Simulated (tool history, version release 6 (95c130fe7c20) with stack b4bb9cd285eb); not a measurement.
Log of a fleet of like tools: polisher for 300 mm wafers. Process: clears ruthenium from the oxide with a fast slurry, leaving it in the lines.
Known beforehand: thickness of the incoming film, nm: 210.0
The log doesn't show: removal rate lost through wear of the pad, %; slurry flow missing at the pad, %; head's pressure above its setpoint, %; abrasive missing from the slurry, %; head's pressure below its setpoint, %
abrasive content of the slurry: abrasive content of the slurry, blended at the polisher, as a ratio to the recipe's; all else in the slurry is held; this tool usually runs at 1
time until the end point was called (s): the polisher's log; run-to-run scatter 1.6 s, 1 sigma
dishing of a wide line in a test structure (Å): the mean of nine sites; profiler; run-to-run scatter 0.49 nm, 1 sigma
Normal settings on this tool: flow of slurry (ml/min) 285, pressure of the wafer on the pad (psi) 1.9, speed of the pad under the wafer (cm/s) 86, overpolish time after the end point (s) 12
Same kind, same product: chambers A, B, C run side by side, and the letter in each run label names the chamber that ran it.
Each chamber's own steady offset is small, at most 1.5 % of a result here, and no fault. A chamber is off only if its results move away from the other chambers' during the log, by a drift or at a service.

run,hour,flow of slurry (ml/min),pressure of the wafer on the pad (psi),speed of the pad under the wafer (cm/s),abrasive content of the slurry,overpolish time after the end point (s),wafers polished on this pad,hours since the slurry nozzle was cleaned,hours since the head pressure was calibrated,hours since the slurry blender was calibrated,time until the end point was called (s),dishing of a wide line in a test structure (Å)
1B,9.2,285,1.9,86,1,12,606,160.8,228.5,82,89.706,226.11
# hour 14.3: chamber C: slurry blender recalibrated
2C,18.4,285,1.9,86,1,12,298,263.4,59.6,4.1,89.176,215.48
3A,27.5,285,1.9,86,1,12,826,281.4,156.6,155,92.291,211.5
4A,38.3,285,1.9,86,1,12,908,292.2,167.4,165.8,90.291,210.86
5B,46,285,1.9,86,1,12,886,197.6,265.3,118.8,88.466,219.06
6C,59.8,285,1.9,86,1,12,613,304.8,101,45.5,90.163,217.26
7C,70.3,285,1.9,86,1,12,693,315.3,111.5,56,89.423,219.84
8B,81.6,285,1.9,86,1,12,1157,233.2,300.9,154.4,92.374,212.26
# hour 89: chamber A: worn pad replaced by a new one
9A,93,285,1.9,86,1,12,30,346.9,222.1,220.5,88.676,217.7
10C,100.4,285,1.9,86,1,12,922,345.4,141.6,86.1,90.825,215.19
# hour 102.4: chamber B: worn pad replaced by a new one
11B,107.2,285,1.9,86,1,12,36,258.8,326.5,180,89.156,210.22
# hour 116.1: chamber B: slurry nozzle cleaned
12A,118.3,285,1.9,86,1,16,223,372.2,247.4,245.8,90.902,268.82
13C,127,285,1.9,86,1,16,1125,372,168.2,112.7,88.593,283.4
# hour 127.3: chamber C: slurry blender recalibrated
14A,138.3,285,1.9,86,1,16,375,392.2,267.4,265.8,91.235,268.34
15B,148,285,1.9,58,1,17,347,32,367.3,220.8,133.39,213.53
16B,156.5,285,1.9,58,1,17,411,40.5,375.8,229.3,134.1,208.19
17C,169.4,285,1.9,58,1,17,1447,414.4,210.6,42.2,139.08,207.74
18A,183.2,285,1.9,86,1,12,717,437.1,312.3,310.7,89.981,214.88
19B,197.2,285,1.9,86,1,12,721,81.2,416.5,270,90.586,223.82
20C,204.3,285,1.9,86,1,12,1713,449.3,245.5,77.1,93.488,207.96
21A,212.8,285,1.9,86,1,12,942,466.7,341.9,340.3,88.707,212.39
# hour 223: chamber C: slurry blender recalibrated
22C,224.2,285,1.9,86,1,12,1864,469.2,265.4,1.3,92.835,206.9
23B,232.4,285,1.9,86,1,12,989,116.4,451.7,305.2,89.124,218.45
# hour 244.9: chamber B: slurry blender recalibrated
24A,245.6,285,1.9,86,1,12,1191,499.5,374.7,373.1,91.847,212.49
25B,254.1,285,1.9,86,1,12,1154,138.1,473.4,9.2,87,220.5
26C,268.2,285,1.9,86,1,12,2199,513.2,309.4,45.3,97.302,200
# hour 272.9: chamber A: worn pad replaced by a new one
27A,280.8,285,1.9,86,1,12,60,534.7,409.9,408.3,90.015,210.98
28A,290.7,285,1.9,86,1,12,135,544.6,419.8,418.2,91.845,207.25
# hour 296.4: chamber B: worn pad replaced by a new one
29C,297.1,285,1.9,86,1,12,2419,542.1,338.3,74.2,96.757,199.58
30B,307.4,285,1.9,86,1,12,83,191.4,526.7,62.5,90.687,215.52
31B,315.6,285,1.9,108,0.8,12,146,199.6,534.9,70.7,81.706,244.05

Does one chamber stand apart from the rest, does the shared gauge drift, or is all well apart from small per-chamber offsets? Give the chamber and the most likely cause, where there is one.

Little by little, chamber C moves away from the other chambers.
Cause: removal rate lost through wear of the pad, % = 10.2.
The log might look much the same if the cause were instead: head's pressure below its setpoint, %.

Below are 4 candidate recipes for chamber C's next run, each the usual settings with a change, their results shown as question marks. Which of them brings C's results back in line with what the other chambers give on the usual settings?
Counts as in line when no further than this from what the other chambers average on the usual settings: time until the end point was called (s) 5.4; dishing of a wide line in a test structure (Å) 17
32C-1,325.9,285,2,90,1,12,,,,,?,?
32C-2,325.9,285,1.8,82,1,12,,,,,?,?
32C-3,325.9,280,1.7,78,0.95,12,,,,,?,?
32C-4,325.9,290,2.1,94,1.05,12,,,,,?,?

Average result of the remaining chambers running the usual settings: time until the end point was called (s) 90.11; dishing of a wide line in a test structure (Å) 216.02
run,time until the end point was called (s),dishing of a wide line in a test structure (Å)
32C-1,90.582,211.43
32C-2,110.69,177.7
32C-3,126.52,157.83
32C-4,80.608,233.35
The answer is 32C-1, which returns the chamber to within the allowed miss of the others.
